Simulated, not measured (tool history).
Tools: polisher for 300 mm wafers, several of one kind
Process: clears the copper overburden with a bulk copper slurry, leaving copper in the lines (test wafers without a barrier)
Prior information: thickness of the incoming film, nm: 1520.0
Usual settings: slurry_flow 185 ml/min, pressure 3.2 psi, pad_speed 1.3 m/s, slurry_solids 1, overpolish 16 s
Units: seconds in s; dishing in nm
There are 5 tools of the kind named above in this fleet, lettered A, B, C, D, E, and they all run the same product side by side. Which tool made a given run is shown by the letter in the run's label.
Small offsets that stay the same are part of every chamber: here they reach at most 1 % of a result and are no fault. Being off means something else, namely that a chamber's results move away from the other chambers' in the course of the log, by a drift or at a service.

| run | hour | slurry_flow | pressure | pad_speed | slurry_solids | overpolish | seconds | dishing |
|---|---|---|---|---|---|---|---|---|
| 1B | 5.3 | 185 | 3.2 | 1.3 | 1 | 16 | 138.5 | 79.781 |
|  | 8.4 | chamber B: head pressure recalibrated |
| 2E | 11.2 | 185 | 3.2 | 1.3 | 1 | 16 | 134.96 | 80.774 |
|  | 12.1 | chamber A: slurry blender recalibrated |
| 3A | 20 | 185 | 3.2 | 1.3 | 1 | 16 | 136.32 | 81.046 |
| 4C | 29.8 | 185 | 3.2 | 1.3 | 1 | 16 | 140.48 | 80.176 |
| 5D | 39.6 | 185 | 3.2 | 1.3 | 1 | 16 | 135.79 | 79.596 |
| 6C | 48.9 | 185 | 3.2 | 1.3 | 1 | 16 | 138.61 | 77.964 |
| 7D | 55.9 | 185 | 3.2 | 1.3 | 1 | 16 | 135.47 | 78.673 |
| 8B | 65.5 | 185 | 3.2 | 1.3 | 0.8 | 16 | 145.15 | 77.781 |
|  | 71.3 | chamber E: slurry blender recalibrated |
|  | 72.6 | chamber E: head pressure recalibrated |
| 9A | 74.5 | 185 | 3.2 | 1.3 | 0.8 | 16 | 139.94 | 78.359 |
| 10E | 85.5 | 185 | 3.2 | 1.3 | 0.8 | 16 | 142.02 | 79.336 |
|  | 87 | chamber B: worn pad replaced by a new one |
|  | 90.7 | chamber D: slurry nozzle cleaned |
| 11E | 93.1 | 185 | 3.2 | 1.3 | 0.8 | 16 | 138.79 | 78.353 |
|  | 95.9 | chamber C: slurry blender recalibrated |
| 12B | 99.7 | 185 | 3.2 | 1.3 | 0.8 | 16 | 142.42 | 79.088 |
| 13A | 106.2 | 185 | 3.8 | 1.3 | 1 | 16 | 113.58 | 88.038 |
|  | 112.5 | chamber A: slurry nozzle cleaned |
| 14D | 113.4 | 185 | 3.8 | 1.3 | 1 | 16 | 116.29 | 87.734 |
| 15C | 119.9 | 185 | 3.8 | 1.3 | 1 | 16 | 114.46 | 88.833 |
| 16E | 127.6 | 185 | 3.8 | 1.3 | 1 | 16 | 111.23 | 88.724 |
|  | 130.9 | chamber D: head pressure recalibrated |
| 17A | 134 | 185 | 3.8 | 1.3 | 1 | 16 | 112.45 | 87.428 |
|  | 137.7 | chamber D: worn pad replaced by a new one |
|  | 143.8 | chamber D: slurry blender recalibrated |
| 18C | 145.1 | 185 | 3.2 | 1.3 | 1 | 16 | 138.76 | 78.993 |
|  | 148.8 | chamber B: slurry nozzle cleaned |
| 19B | 151.9 | 185 | 3.2 | 1.3 | 1 | 16 | 135.1 | 80.768 |
| 20D | 158 | 185 | 3.2 | 1.48 | 1 | 16 | 126.8 | 79.566 |
| 21E | 166.1 | 185 | 3.2 | 1.48 | 1 | 16 | 123.14 | 85.169 |
| 22C | 173.2 | 185 | 3.2 | 1.48 | 1 | 16 | 118.8 | 84.483 |
|  | 174 | chamber E: worn pad replaced by a new one |
|  | 174 | chamber C: head pressure recalibrated |
|  | 174.6 | chamber B: slurry blender recalibrated |
|  | 182.6 | chamber E: slurry blender recalibrated |
| 23B | 184.2 | 185 | 3.2 | 1.48 | 1 | 16 | 119.74 | 84.469 |
| 24A | 195.5 | 185 | 3.2 | 1.48 | 1 | 16 | 121.85 | 84.642 |
|  | 199.1 | chamber C: worn pad replaced by a new one |
| 25D | 202.6 | 185 | 3.2 | 1.3 | 1 | 16 | 149.97 | 76.97 |
| 26D | 213.9 | 185 | 3.2 | 1.3 | 1 | 25 | 149.65 | 90.833 |
| 27B | 219.2 | 185 | 3.2 | 1.3 | 1 | 25 | 133.96 | 96.208 |
| 28E | 230.8 | 185 | 3.2 | 1.3 | 1 | 25 | 136.68 | 96.995 |
| 29C | 235.9 | 185 | 3.2 | 1.3 | 1 | 25 | 139.9 | 94.707 |
| 30A | 241.3 | 185 | 3.2 | 1.3 | 1 | 25 | 138.63 | 95.405 |

Is one chamber off against the others, does the gauge drift, or is nothing wrong? If a chamber is off, say which, and what the likeliest cause is.

The work done on chamber D during a service left it standing apart from the others.
Most likely cause: head's pressure below its setpoint, % = 9.09.

Here are 4 candidates for chamber D's next run, each the usual settings with a change, their results left as question marks. Which one brings its results back in line with what the others give on the usual settings?
To be in line, a result may differ from the other chambers' mean on the usual settings by at most: seconds 8.2 s; dishing 2.9 nm
| 31D-1 | 249.8 | 185 | 2.9 | 1.18 | 1 | 16 | ? | ? |
| 31D-2 | 249.8 | 185 | 3.5 | 1.42 | 1 | 17 | ? | ? |
| 31D-3 | 249.8 | 185 | 3.4 | 1.36 | 1 | 16 | ? | ? |
| 31D-4 | 249.8 | 185 | 3 | 1.24 | 1 | 16 | ? | ? |

Other chambers, usual settings, mean: seconds 136.03 s; dishing 79.975 nm
| run | seconds | dishing |
|---|---|---|
| 31D-1 | 182.37 | 67.153 |
| 31D-2 | 125.73 | 85.257 |
| 31D-3 | 135.08 | 80.03 |
| 31D-4 | 167.84 | 70.601 |
The answer is 31D-3, which returns the chamber to within the allowed miss of the others.
